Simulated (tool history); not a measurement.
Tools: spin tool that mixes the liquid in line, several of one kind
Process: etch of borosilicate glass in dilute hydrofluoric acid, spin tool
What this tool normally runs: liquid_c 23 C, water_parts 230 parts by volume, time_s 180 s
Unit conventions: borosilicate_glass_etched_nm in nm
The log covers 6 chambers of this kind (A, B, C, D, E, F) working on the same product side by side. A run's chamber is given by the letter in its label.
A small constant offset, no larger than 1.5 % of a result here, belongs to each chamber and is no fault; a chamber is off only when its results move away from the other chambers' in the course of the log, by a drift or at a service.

| run | hour | liquid_c | water_parts | time_s | hours since the thermometer was replaced | hours since the hydrofluoric acid flow meter was replaced | read-back film thickness of the borosilicate glass reference wafer, read on the same gauge (nm) | borosilicate_glass_etched_nm |
|---|---|---|---|---|---|---|---|---|
| 1D | 13.1 | 23 | 230 | 180 | 1028 | 570.1 | 150.01 | 23.921 |
| 2F | 24.2 | 23 | 230 | 180 | 361.8 | 499.2 | 149.97 | 23.605 |
| 3C | 40.7 | 23 | 230 | 180 | 510.8 | 146.4 | 150.05 | 24.236 |
| 4B | 49.1 | 23 | 230 | 180 | 83.1 | 1904.7 | 149.96 | 23.598 |
|  | 65.7 | chamber A: hydrofluoric acid flow meter replaced |
| 5E | 65.8 | 23 | 230 | 180 | 767.5 | 422.9 | 150.02 | 23.998 |
| 6A | 75.4 | 23 | 230 | 180 | 741 | 9.7 | 150.02 | 23.966 |
| 7E | 89.9 | 23 | 230 | 180 | 791.6 | 447 | 150.04 | 23.623 |
| 8A | 97.1 | 23 | 230 | 180 | 762.7 | 31.4 | 150.02 | 23.564 |
|  | 98.1 | chamber E: hydrofluoric acid flow meter replaced |
| 9D | 105.4 | 23 | 230 | 180 | 1120.3 | 662.4 | 149.97 | 23.8 |
| 10F | 116.1 | 23 | 230 | 180 | 453.7 | 591.1 | 150 | 23.609 |
| 11C | 127 | 23 | 230 | 180 | 597.1 | 232.7 | 149.98 | 23.912 |
| 12B | 139.6 | 23 | 230 | 180 | 173.6 | 1995.2 | 150.03 | 23.607 |
| 13F | 147.2 | 23 | 230 | 180 | 484.8 | 622.2 | 149.98 | 23.34 |
| 14B | 157.6 | 23 | 230 | 180 | 191.6 | 2013.2 | 150.01 | 23.668 |
|  | 172.9 | chamber D: thermometer replaced |
| 15C | 172.9 | 20 | 230 | 220 | 643 | 278.6 | 149.98 | 26.264 |
| 16E | 181.9 | 20 | 230 | 220 | 883.6 | 83.8 | 150.05 | 25.984 |
| 17A | 197 | 20 | 230 | 220 | 862.6 | 131.3 | 149.99 | 25.981 |
| 18D | 204.8 | 20 | 230 | 220 | 32 | 761.8 | 150.02 | 26.25 |
|  | 207.7 | chamber A: thermometer replaced |
| 19B | 221.3 | 20 | 230 | 220 | 255.3 | 2076.9 | 150 | 25.686 |
| 20D | 235 | 20 | 230 | 220 | 62.2 | 792 | 150.02 | 26.234 |
|  | 238.1 | chamber F: hydrofluoric acid flow meter replaced |
| 21C | 251.1 | 23 | 230 | 180 | 721.2 | 356.8 | 150.01 | 23.709 |
| 22A | 267 | 18 | 230 | 180 | 59.4 | 201.3 | 150.01 | 19.742 |
| 23F | 282.6 | 18 | 230 | 180 | 620.2 | 44.5 | 149.98 | 19.496 |
| 24E | 293.6 | 18 | 230 | 180 | 995.3 | 195.5 | 150 | 20.054 |
| 25F | 309.7 | 18 | 230 | 180 | 647.3 | 71.6 | 150.06 | 19.412 |
| 26A | 320.2 | 18 | 230 | 180 | 112.6 | 254.5 | 150 | 19.778 |
| 27E | 327.7 | 18 | 230 | 180 | 1029.4 | 229.6 | 150.02 | 20.016 |
| 28D | 337.5 | 27.5 | 230 | 105 | 164.7 | 894.5 | 150.03 | 16.28 |
| 29B | 348.6 | 27.5 | 230 | 105 | 382.6 | 2204.2 | 149.95 | 16.265 |
| 30C | 357.8 | 27.5 | 230 | 105 | 827.9 | 463.5 | 149.99 | 16.401 |
| 31D | 366.1 | 27.5 | 230 | 105 | 193.3 | 923.1 | 149.96 | 16.354 |
|  | 366.3 | chamber D: hydrofluoric acid flow meter replaced |
| 32B | 377.4 | 27.5 | 230 | 105 | 411.4 | 2233 | 150 | 16.248 |
| 33E | 390.7 | 27.5 | 230 | 105 | 1092.4 | 292.6 | 150.02 | 16.743 |
| 34A | 403 | 23 | 230 | 180 | 195.4 | 337.3 | 150.01 | 23.71 |
| 35F | 417.2 | 23 | 230 | 180 | 754.8 | 179.1 | 150 | 23.664 |
| 36C | 426 | 23 | 230 | 180 | 896.1 | 531.7 | 149.97 | 24.019 |
| 37B | 435.5 | 23 | 230 | 180 | 469.5 | 2291.1 | 150 | 23.742 |
| 38C | 451.6 | 23 | 230 | 180 | 921.7 | 557.3 | 150.01 | 23.872 |
| 39D | 459.8 | 23 | 230 | 180 | 287 | 93.5 | 149.99 | 23.93 |
| 40F | 475.4 | 23 | 230 | 180 | 813 | 237.3 | 150.01 | 23.654 |
| 41E | 486.2 | 23 | 230 | 180 | 1187.9 | 388.1 | 150.03 | 24.583 |
| 42A | 502.4 | 23 | 230 | 180 | 294.8 | 436.7 | 149.97 | 23.825 |
| 43F | 510.9 | 23 | 230 | 180 | 848.5 | 272.8 | 150.04 | 23.674 |
| 44B | 526.1 | 23 | 230 | 180 | 560.1 | 2381.7 | 150.02 | 23.897 |

The same settings go to every chamber for the next run, one line per chamber below. Forecast the results for each:
| 45A | 538.1 | 23 | 230 | 180 |  |  |  | ? |
| 45B | 538.1 | 23 | 230 | 180 |  |  |  | ? |
| 45C | 538.1 | 23 | 230 | 180 |  |  |  | ? |
| 45D | 538.1 | 23 | 230 | 180 |  |  |  | ? |
| 45E | 538.1 | 23 | 230 | 180 |  |  |  | ? |
| 45F | 538.1 | 23 | 230 | 180 |  |  |  | ? |

| run | borosilicate_glass_etched_nm |
|---|---|
| 45A | 23.748 |
| 45B | 23.706 |
| 45C | 24.016 |
| 45D | 23.802 |
| 45E | 25.054 |
| 45F | 23.729 |
